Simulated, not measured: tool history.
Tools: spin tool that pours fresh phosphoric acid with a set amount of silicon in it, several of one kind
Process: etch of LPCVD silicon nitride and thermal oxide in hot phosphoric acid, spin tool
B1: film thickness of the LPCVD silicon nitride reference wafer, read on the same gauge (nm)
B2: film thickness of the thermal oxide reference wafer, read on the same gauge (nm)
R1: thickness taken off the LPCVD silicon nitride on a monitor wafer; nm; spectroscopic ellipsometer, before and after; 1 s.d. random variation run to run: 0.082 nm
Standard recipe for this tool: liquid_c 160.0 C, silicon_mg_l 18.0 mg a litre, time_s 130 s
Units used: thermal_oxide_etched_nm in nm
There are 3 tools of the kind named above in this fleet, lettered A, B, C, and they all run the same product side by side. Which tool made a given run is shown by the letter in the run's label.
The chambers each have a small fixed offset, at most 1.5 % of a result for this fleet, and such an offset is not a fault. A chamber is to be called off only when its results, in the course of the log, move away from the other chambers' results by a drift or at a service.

run 1B hour=5.5 | liquid_c=160.0 silicon_mg_l=18.0 time_s=130 | B1=120.00 B2=109.96 | R1=12.2320 thermal_oxide_etched_nm=0.25934
run 2A hour=11.5 | liquid_c=160.0 silicon_mg_l=18.0 time_s=130 | B1=120.01 B2=110.00 | R1=12.0170 thermal_oxide_etched_nm=0.20154
run 3C hour=14.4 | liquid_c=160.0 silicon_mg_l=18.0 time_s=130 | B1=120.01 B2=110.02 | R1=11.7430 thermal_oxide_etched_nm=0.25035
run 4C hour=17.4 | liquid_c=160.0 silicon_mg_l=18.0 time_s=130 | B1=120.00 B2=110.02 | R1=11.7990 thermal_oxide_etched_nm=0.26283
run 5A hour=21.2 | liquid_c=160.0 silicon_mg_l=18.0 time_s=130 | B1=120.00 B2=109.96 | R1=11.8550 thermal_oxide_etched_nm=0.24876
run 6B hour=27.0 | liquid_c=160.0 silicon_mg_l=18.0 time_s=130 | B1=120.00 B2=109.97 | R1=12.0750 thermal_oxide_etched_nm=0.22092
run 7B hour=30.5 | liquid_c=160.0 silicon_mg_l=18.0 time_s=130 | B1=120.00 B2=109.98 | R1=12.2970 thermal_oxide_etched_nm=0.24581
run 8A hour=34.3 | liquid_c=162.0 silicon_mg_l=18.0 time_s=70 | B1=120.00 B2=110.00 | R1=6.9467 thermal_oxide_etched_nm=0.16486
run 9C hour=37.3 | liquid_c=162.0 silicon_mg_l=18.0 time_s=70 | B1=120.01 B2=109.99 | R1=6.7793 thermal_oxide_etched_nm=0.14876
run 10A hour=42.5 | liquid_c=162.0 silicon_mg_l=18.0 time_s=70 | B1=120.01 B2=110.02 | R1=6.9223 thermal_oxide_etched_nm=0.15389
run 11B hour=45.4 | liquid_c=160.0 silicon_mg_l=18.0 time_s=130 | B1=120.01 B2=110.02 | R1=12.0870 thermal_oxide_etched_nm=0.23684
run 12C hour=48.1 | liquid_c=160.0 silicon_mg_l=18.0 time_s=130 | B1=119.99 B2=110.04 | R1=11.9860 thermal_oxide_etched_nm=0.24987
run 13C hour=53.0 | liquid_c=160.0 silicon_mg_l=18.0 time_s=130 | B1=120.01 B2=109.97 | R1=11.8990 thermal_oxide_etched_nm=0.21947
run 14B hour=56.4 | liquid_c=160.0 silicon_mg_l=18.0 time_s=130 | B1=119.99 B2=109.99 | R1=12.3000 thermal_oxide_etched_nm=0.26074
run 15A hour=59.7 | liquid_c=160.0 silicon_mg_l=18.0 time_s=130 | B1=120.01 B2=109.96 | R1=12.0420 thermal_oxide_etched_nm=0.24269
run 16A hour=63.2 | liquid_c=160.0 silicon_mg_l=18.0 time_s=130 | B1=119.99 B2=110.00 | R1=11.9550 thermal_oxide_etched_nm=0.26913
run 17C hour=68.5 | liquid_c=160.0 silicon_mg_l=18.0 time_s=130 | B1=120.02 B2=110.03 | R1=11.7780 thermal_oxide_etched_nm=0.22648
run 18B hour=71.6 | liquid_c=160.0 silicon_mg_l=18.0 time_s=130 | B1=120.00 B2=110.02 | R1=12.1550 thermal_oxide_etched_nm=0.23572
run 19C hour=76.3 | liquid_c=162.5 silicon_mg_l=18.0 time_s=205 | B1=119.99 B2=109.99 | R1=20.3130 thermal_oxide_etched_nm=0.45422
run 20A hour=79.8 | liquid_c=162.5 silicon_mg_l=18.0 time_s=205 | B1=120.01 B2=109.99 | R1=20.7670 thermal_oxide_etched_nm=0.44502
run 21B hour=83.2 | liquid_c=162.5 silicon_mg_l=18.0 time_s=205 | B1=119.99 B2=110.00 | R1=20.6490 thermal_oxide_etched_nm=0.51203
run 22B hour=88.6 | liquid_c=160.0 silicon_mg_l=18.0 time_s=130 | B1=119.99 B2=110.00 | R1=12.1820 thermal_oxide_etched_nm=0.26150
run 23C hour=94.0 | liquid_c=160.0 silicon_mg_l=18.0 time_s=130 | B1=119.99 B2=110.03 | R1=11.9340 thermal_oxide_etched_nm=0.30140
run 24A hour=97.7 | liquid_c=161.5 silicon_mg_l=7.5 time_s=130 | B1=119.99 B2=110.02 | R1=12.6460 thermal_oxide_etched_nm=0.35449
run 25A hour=100.6 | liquid_c=161.5 silicon_mg_l=7.5 time_s=130 | B1=120.01 B2=110.02 | R1=12.5800 thermal_oxide_etched_nm=0.36698
run 26B hour=103.3 | liquid_c=161.5 silicon_mg_l=7.5 time_s=130 | B1=120.01 B2=110.00 | R1=12.8100 thermal_oxide_etched_nm=0.36121
run 27C hour=107.6 | liquid_c=160.0 silicon_mg_l=18.0 time_s=130 | B1=120.03 B2=109.97 | R1=11.8590 thermal_oxide_etched_nm=0.28321
run 28B hour=110.9 | liquid_c=160.0 silicon_mg_l=18.0 time_s=130 | B1=119.99 B2=110.01 | R1=12.1270 thermal_oxide_etched_nm=0.21804
run 29C hour=116.0 | liquid_c=160.0 silicon_mg_l=18.0 time_s=130 | B1=119.99 B2=110.00 | R1=11.9460 thermal_oxide_etched_nm=0.26639
run 30A hour=122.1 | liquid_c=160.0 silicon_mg_l=8.0 time_s=130 | B1=119.99 B2=110.00 | R1=12.1940 thermal_oxide_etched_nm=0.29067
run 31C hour=127.2 | liquid_c=160.0 silicon_mg_l=8.0 time_s=130 | B1=119.99 B2=109.98 | R1=11.8820 thermal_oxide_etched_nm=0.30682
run 32B hour=130.8 | liquid_c=160.0 silicon_mg_l=8.0 time_s=130 | B1=120.00 B2=110.00 | R1=12.1130 thermal_oxide_etched_nm=0.36928
run 33A hour=136.4 | liquid_c=160.0 silicon_mg_l=18.0 time_s=130 | B1=119.98 B2=109.99 | R1=11.9900 thermal_oxide_etched_nm=0.22911

For the next run the whole fleet of 3 chambers uses the same settings. Give each chamber's results:
run 34A hour=140.8 | liquid_c=160.0 silicon_mg_l=18.0 time_s=130 | R1=? thermal_oxide_etched_nm=?
run 34B hour=140.8 | liquid_c=160.0 silicon_mg_l=18.0 time_s=130 | R1=? thermal_oxide_etched_nm=?
run 34C hour=140.8 | liquid_c=160.0 silicon_mg_l=18.0 time_s=130 | R1=? thermal_oxide_etched_nm=?

run=34A R1=12.0020 thermal_oxide_etched_nm=0.21344
run=34B R1=12.2160 thermal_oxide_etched_nm=0.27312
run=34C R1=11.8110 thermal_oxide_etched_nm=0.23771

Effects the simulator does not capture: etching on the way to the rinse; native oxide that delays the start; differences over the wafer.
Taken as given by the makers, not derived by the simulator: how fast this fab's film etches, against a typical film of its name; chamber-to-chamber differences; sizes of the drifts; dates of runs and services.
